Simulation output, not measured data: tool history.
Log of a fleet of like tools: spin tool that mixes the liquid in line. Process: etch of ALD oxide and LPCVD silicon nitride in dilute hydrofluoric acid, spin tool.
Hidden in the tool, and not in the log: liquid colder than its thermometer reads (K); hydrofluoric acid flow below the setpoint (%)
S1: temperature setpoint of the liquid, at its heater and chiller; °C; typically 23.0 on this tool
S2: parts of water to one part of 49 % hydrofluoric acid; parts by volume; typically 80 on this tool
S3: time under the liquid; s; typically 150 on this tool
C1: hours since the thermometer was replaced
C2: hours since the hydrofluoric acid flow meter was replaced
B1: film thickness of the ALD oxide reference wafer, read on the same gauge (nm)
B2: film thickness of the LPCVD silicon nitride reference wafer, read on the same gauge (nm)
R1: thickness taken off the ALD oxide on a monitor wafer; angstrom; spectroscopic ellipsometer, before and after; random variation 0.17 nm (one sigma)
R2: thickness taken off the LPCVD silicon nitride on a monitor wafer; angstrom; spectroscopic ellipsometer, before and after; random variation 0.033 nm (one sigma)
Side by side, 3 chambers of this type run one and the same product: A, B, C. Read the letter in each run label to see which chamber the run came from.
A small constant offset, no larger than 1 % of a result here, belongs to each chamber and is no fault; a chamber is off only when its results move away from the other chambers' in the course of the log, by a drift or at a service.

run 1A hour=4.7 | S1=23.0 S2=80 S3=150 | C1=1150.3 C2=421.7 | B1=50.010 B2=49.995 | R1=251.060 R2=8.8495
run 2C hour=14.1 | S1=23.0 S2=80 S3=150 | C1=847.3 C2=321.5 | B1=49.995 B2=50.031 | R1=249.540 R2=8.5105
run 3B hour=23.5 | S1=23.0 S2=80 S3=150 | C1=1324.7 C2=168.0 | B1=49.981 B2=49.998 | R1=250.840 R2=8.7046
run 4C hour=32.5 | S1=23.0 S2=80 S3=150 | C1=865.7 C2=339.9 | B1=49.999 B2=49.998 | R1=253.500 R2=8.3991
run 5A hour=40.9 | S1=23.0 S2=80 S3=150 | C1=1186.5 C2=457.9 | B1=50.010 B2=50.021 | R1=255.380 R2=8.7301
run 6B hour=47.4 | S1=23.0 S2=80 S3=150 | C1=1348.6 C2=191.9 | B1=50.010 B2=50.031 | R1=253.800 R2=8.6458
run 7C hour=52.8 | S1=20.5 S2=80 S3=75 | C1=886.0 C2=360.2 | B1=49.985 B2=49.973 | R1=113.210 R2=3.6270
run 8B hour=59.1 | S1=20.5 S2=80 S3=75 | C1=1360.3 C2=203.6 | B1=50.003 B2=49.999 | R1=113.550 R2=3.6864
run 9A hour=66.8 | S1=20.5 S2=80 S3=75 | C1=1212.4 C2=483.8 | B1=49.997 B2=49.988 | R1=113.770 R2=3.7583
run 10B hour=71.5 | S1=23.0 S2=80 S3=150 | C1=1372.7 C2=216.0 | B1=49.987 B2=49.991 | R1=251.940 R2=8.4492
run 11C hour=78.7 | S1=23.0 S2=80 S3=150 | C1=911.9 C2=386.1 | B1=50.023 B2=49.987 | R1=250.710 R2=8.3378
run 12A hour=83.5 | S1=23.0 S2=80 S3=150 | C1=1229.1 C2=500.5 | B1=49.991 B2=50.023 | R1=251.570 R2=8.8057
run 13B hour=94.0 | S1=23.0 S2=80 S3=150 | C1=1395.2 C2=238.5 | B1=49.999 B2=49.988 | R1=251.840 R2=8.7178
run 14C hour=104.2 | S1=23.0 S2=80 S3=150 | C1=937.4 C2=411.6 | B1=50.010 B2=49.993 | R1=250.060 R2=8.7263
run 15A hour=111.9 | S1=23.0 S2=80 S3=150 | C1=1257.5 C2=528.9 | B1=49.983 B2=50.020 | R1=249.300 R2=8.7124
run 16C hour=118.5 | S1=26.5 S2=80 S3=150 | C1=951.7 C2=425.9 | B1=50.001 B2=49.993 | R1=286.390 R2=10.7830
run 17B hour=123.3 | S1=26.5 S2=80 S3=150 | C1=1424.5 C2=267.8 | B1=50.007 B2=50.001 | R1=287.600 R2=11.4850
run 18A hour=130.5 | S1=26.5 S2=80 S3=150 | C1=1276.1 C2=547.5 | B1=49.996 B2=49.998 | R1=282.920 R2=10.4340
run 19C hour=135.6 | S1=23.0 S2=80 S3=150 | C1=968.8 C2=443.0 | B1=50.038 B2=49.967 | R1=250.230 R2=9.0743
run 20A hour=144.3 | S1=23.0 S2=105 S3=75 | C1=1289.9 C2=561.3 | B1=50.012 B2=50.006 | R1=90.653 R2=3.2116
run 21B hour=150.8 | S1=23.0 S2=105 S3=75 | C1=1452.0 C2=295.3 | B1=50.007 B2=50.010 | R1=93.041 R2=3.5015
run 22C hour=157.5 | S1=23.0 S2=105 S3=75 | C1=990.7 C2=464.9 | B1=49.989 B2=49.984 | R1=92.586 R2=3.1700
run 23B hour=167.4 | S1=23.0 S2=80 S3=150 | C1=1468.6 C2=311.9 | B1=50.010 B2=50.033 | R1=253.220 R2=8.8224
run 24A hour=173.6 | S1=23.0 S2=80 S3=150 | C1=1319.2 C2=590.6 | B1=49.989 B2=50.024 | R1=241.620 R2=8.1384
run 25B hour=182.3 | S1=23.0 S2=80 S3=150 | C1=1483.5 C2=326.8 | B1=50.024 B2=50.005 | R1=252.660 R2=8.9736
run 26C hour=187.1 | S1=23.0 S2=80 S3=150 | C1=1020.3 C2=494.5 | B1=49.983 B2=49.995 | R1=250.590 R2=8.2414
run 27A hour=193.6 | S1=23.0 S2=80 S3=150 | C1=1339.2 C2=610.6 | B1=49.997 B2=49.963 | R1=243.040 R2=8.0315
run 28C hour=201.4 | S1=23.0 S2=80 S3=150 | C1=1034.6 C2=508.8 | B1=49.989 B2=49.993 | R1=249.730 R2=8.6913
run 29A hour=211.1 | S1=23.0 S2=80 S3=150 | C1=1356.7 C2=628.1 | B1=50.026 B2=50.009 | R1=238.630 R2=8.6865
run 30B hour=216.8 | S1=23.0 S2=80 S3=150 | C1=1518.0 C2=361.3 | B1=49.995 B2=50.011 | R1=249.700 R2=8.8566
run 31B hour=225.5 | S1=23.0 S2=80 S3=150 | C1=1526.7 C2=370.0 | B1=50.004 B2=49.988 | R1=251.140 R2=8.7829
-- hour=230.6 chamber B: hydrofluoric acid flow meter replaced
run 32A hour=231.5 | S1=27.0 S2=80 S3=150 | C1=1377.1 C2=648.5 | B1=50.006 B2=49.985 | R1=283.040 R2=9.9073
run 33C hour=238.4 | S1=27.0 S2=80 S3=150 | C1=1071.6 C2=545.8 | B1=50.003 B2=50.006 | R1=295.480 R2=11.3330
run 34A hour=246.3 | S1=27.0 S2=80 S3=150 | C1=1391.9 C2=663.3 | B1=50.026 B2=49.987 | R1=276.130 R2=10.8090
run 35B hour=256.2 | S1=23.0 S2=80 S3=150 | C1=1557.4 C2=25.7 | B1=50.000 B2=50.018 | R1=255.900 R2=8.3708
run 36C hour=261.6 | S1=23.0 S2=80 S3=150 | C1=1094.8 C2=569.0 | B1=50.014 B2=49.997 | R1=250.620 R2=8.3242
run 37B hour=267.4 | S1=23.0 S2=80 S3=150 | C1=1568.6 C2=36.9 | B1=49.997 B2=50.038 | R1=253.200 R2=8.5661
run 38A hour=277.4 | S1=23.0 S2=80 S3=150 | C1=1423.0 C2=694.4 | B1=50.009 B2=49.989 | R1=234.200 R2=8.0434
run 39C hour=286.8 | S1=23.0 S2=80 S3=150 | C1=1120.0 C2=594.2 | B1=49.997 B2=49.975 | R1=251.750 R2=8.2832
run 40B hour=296.8 | S1=23.0 S2=80 S3=150 | C1=1598.0 C2=66.3 | B1=50.007 B2=49.971 | R1=251.730 R2=8.6042
run 41A hour=303.1 | S1=23.0 S2=80 S3=150 | C1=1448.7 C2=720.1 | B1=49.962 B2=49.995 | R1=231.330 R2=7.5286
run 42C hour=309.7 | S1=23.0 S2=80 S3=150 | C1=1142.9 C2=617.1 | B1=50.002 B2=49.982 | R1=254.910 R2=8.8267
run 43C hour=318.1 | S1=23.0 S2=80 S3=150 | C1=1151.3 C2=625.5 | B1=49.981 B2=50.010 | R1=252.640 R2=7.9760

What goes on in this fleet: one chamber off, a drifting gauge, or nothing beyond the chambers' own small offsets? Name the chamber and the cause, if any.

One chamber, A, drifts off from the rest bit by bit.
Most likely cause: hydrofluoric acid flow below the setpoint (%) = 7.92.

Chamber A could run next with any of the 4 candidate recipes listed below; each alters the usual settings, and their results appear as question marks. Which one brings its results back in line with what the other chambers deliver on the usual settings?
To be in line, a result may differ from the other chambers' mean on the usual settings by at most: R1 6.000 angstrom; R2 1.2000 angstrom
run 44A-1 hour=325.8 | S1=23.0 S2=80 S3=155 | R1=? R2=?
run 44A-2 hour=325.8 | S1=23.0 S2=80 S3=145 | R1=? R2=?
run 44A-3 hour=325.8 | S1=22.5 S2=75 S3=155 | R1=? R2=?
run 44A-4 hour=325.8 | S1=23.5 S2=85 S3=145 | R1=? R2=?

The mean the other chambers reach with the usual settings: R1 251.950 angstrom; R2 8.6189 angstrom
run=44A-1 R1=237.170 R2=8.1993
run=44A-2 R1=221.870 R2=7.6703
run=44A-3 R1=249.520 R2=8.4445
run=44A-4 R1=211.680 R2=7.4741
It is 44A-3 that realigns the chamber with its peers.
